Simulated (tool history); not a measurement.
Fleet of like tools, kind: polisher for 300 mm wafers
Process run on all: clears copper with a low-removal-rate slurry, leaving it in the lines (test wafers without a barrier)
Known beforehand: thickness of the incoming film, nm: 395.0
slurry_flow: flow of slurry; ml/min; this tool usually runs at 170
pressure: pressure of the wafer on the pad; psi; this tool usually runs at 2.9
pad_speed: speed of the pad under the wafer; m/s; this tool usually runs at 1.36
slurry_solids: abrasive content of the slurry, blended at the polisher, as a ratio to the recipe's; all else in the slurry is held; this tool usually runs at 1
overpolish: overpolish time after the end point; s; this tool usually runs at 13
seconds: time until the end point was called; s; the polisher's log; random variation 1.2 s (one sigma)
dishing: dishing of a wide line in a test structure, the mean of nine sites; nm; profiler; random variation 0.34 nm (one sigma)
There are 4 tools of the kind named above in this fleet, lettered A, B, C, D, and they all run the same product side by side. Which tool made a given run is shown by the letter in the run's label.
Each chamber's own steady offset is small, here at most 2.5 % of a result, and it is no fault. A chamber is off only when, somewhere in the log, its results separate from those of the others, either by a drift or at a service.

| run | hour | slurry_flow | pressure | pad_speed | slurry_solids | overpolish | seconds | dishing |
|---|---|---|---|---|---|---|---|---|
| 1A | 7.4 | 170 | 2.9 | 1.36 | 1 | 13 | 95.71 | 25.748 |
|  | 10.7 | chamber D: slurry blender recalibrated |
| 2C | 18.2 | 170 | 2.9 | 1.36 | 1 | 13 | 95.727 | 26.66 |
| 3D | 26.6 | 170 | 2.9 | 1.36 | 1 | 13 | 95.808 | 26.167 |
| 4B | 32.2 | 170 | 2.9 | 1.36 | 1 | 13 | 94.776 | 26.919 |
|  | 37.7 | chamber C: worn pad replaced by a new one |
| 5C | 40.8 | 170 | 2.9 | 1.36 | 1 | 13 | 96.829 | 26.343 |
|  | 41.6 | chamber A: head pressure recalibrated |
| 6D | 50 | 170 | 2.9 | 1.36 | 1 | 13 | 97.229 | 26.133 |
| 7A | 56.8 | 170 | 2.9 | 1.36 | 1 | 13 | 93.899 | 26.091 |
|  | 59.6 | chamber D: worn pad replaced by a new one |
| 8B | 63.1 | 170 | 2.9 | 1.36 | 1 | 13 | 96.907 | 26.818 |
| 9C | 71.8 | 125 | 3.7 | 1.36 | 1 | 13 | 81.566 | 29.84 |
|  | 80.2 | chamber B: worn pad replaced by a new one |
| 10A | 82 | 125 | 3.7 | 1.36 | 1 | 13 | 76.916 | 28.795 |
| 11D | 88.8 | 125 | 3.7 | 1.36 | 1 | 13 | 82.225 | 30.09 |
| 12B | 94.9 | 125 | 3.7 | 1.36 | 1 | 13 | 79.006 | 29.456 |
|  | 96.5 | chamber D: head pressure recalibrated |
| 13C | 102.1 | 170 | 2.9 | 1.36 | 1 | 13 | 97.963 | 26.523 |
|  | 108.9 | chamber D: slurry blender recalibrated |
| 14B | 108.9 | 170 | 2.9 | 1.36 | 1 | 13 | 96.386 | 27.461 |
| 15A | 118.2 | 170 | 2.9 | 1.36 | 1 | 13 | 93.211 | 25.921 |
| 16D | 124.1 | 170 | 2.9 | 1.36 | 1 | 13 | 99.619 | 26.158 |
| 17B | 130.2 | 170 | 2.9 | 1.36 | 1 | 13 | 97.506 | 26.78 |
| 18C | 138.2 | 170 | 2.9 | 1.36 | 1 | 13 | 97.043 | 26.652 |
| 19D | 143.1 | 170 | 2.9 | 1.36 | 1 | 13 | 102.57 | 26.494 |
|  | 150.4 | chamber C: slurry nozzle cleaned |
| 20A | 151.1 | 170 | 2.9 | 1.36 | 1 | 13 | 95.985 | 26.41 |
| 21B | 160.6 | 170 | 2.9 | 1.36 | 1 | 13 | 95.369 | 26.77 |
| 22C | 165.8 | 170 | 2.9 | 1.36 | 1 | 13 | 96.222 | 26.43 |
| 23D | 171.6 | 170 | 2.9 | 1.36 | 1 | 13 | 101.45 | 26.421 |
| 24A | 182.6 | 170 | 2.9 | 1.36 | 1 | 13 | 97.891 | 25.947 |
|  | 183.7 | chamber A: worn pad replaced by a new one |
| 25D | 192.2 | 170 | 2.9 | 1.36 | 1 | 13 | 101.73 | 25.642 |
|  | 192.8 | chamber D: worn pad replaced by a new one |
| 26A | 197.2 | 170 | 2.9 | 1.36 | 1 | 13 | 97.138 | 25.316 |
|  | 201.4 | chamber B: worn pad replaced by a new one |
| 27B | 204.2 | 170 | 2.9 | 1.36 | 1 | 13 | 98.921 | 26.679 |
| 28C | 209.2 | 170 | 2.9 | 1.36 | 1 | 13 | 97.325 | 26.071 |
| 29B | 213.9 | 170 | 2.9 | 1.36 | 1 | 13 | 97.932 | 26.257 |
| 30A | 219 | 170 | 2.9 | 1.36 | 0.9 | 10 | 97.342 | 21.622 |
|  | 221.1 | chamber D: slurry blender recalibrated |
| 31C | 225.9 | 170 | 2.9 | 1.36 | 0.9 | 10 | 98.882 | 22.175 |
|  | 228.9 | chamber C: slurry blender recalibrated |
| 32D | 232.3 | 170 | 2.9 | 1.36 | 0.9 | 10 | 109.84 | 21.215 |
| 33C | 240 | 170 | 2.9 | 1.36 | 0.9 | 10 | 98.606 | 22.702 |

All 4 chambers run these settings next. Forecast each chamber's results:
| 34A | 247.9 | 170 | 2.9 | 1.36 | 1 | 13 | ? | ? |
| 34B | 247.9 | 170 | 2.9 | 1.36 | 1 | 13 | ? | ? |
| 34C | 247.9 | 170 | 2.9 | 1.36 | 1 | 13 | ? | ? |
| 34D | 247.9 | 170 | 2.9 | 1.36 | 1 | 13 | ? | ? |

| run | seconds | dishing |
|---|---|---|
| 34A | 95.578 | 26.084 |
| 34B | 96.963 | 26.692 |
| 34C | 94.434 | 26.526 |
| 34D | 106.22 | 25.021 |

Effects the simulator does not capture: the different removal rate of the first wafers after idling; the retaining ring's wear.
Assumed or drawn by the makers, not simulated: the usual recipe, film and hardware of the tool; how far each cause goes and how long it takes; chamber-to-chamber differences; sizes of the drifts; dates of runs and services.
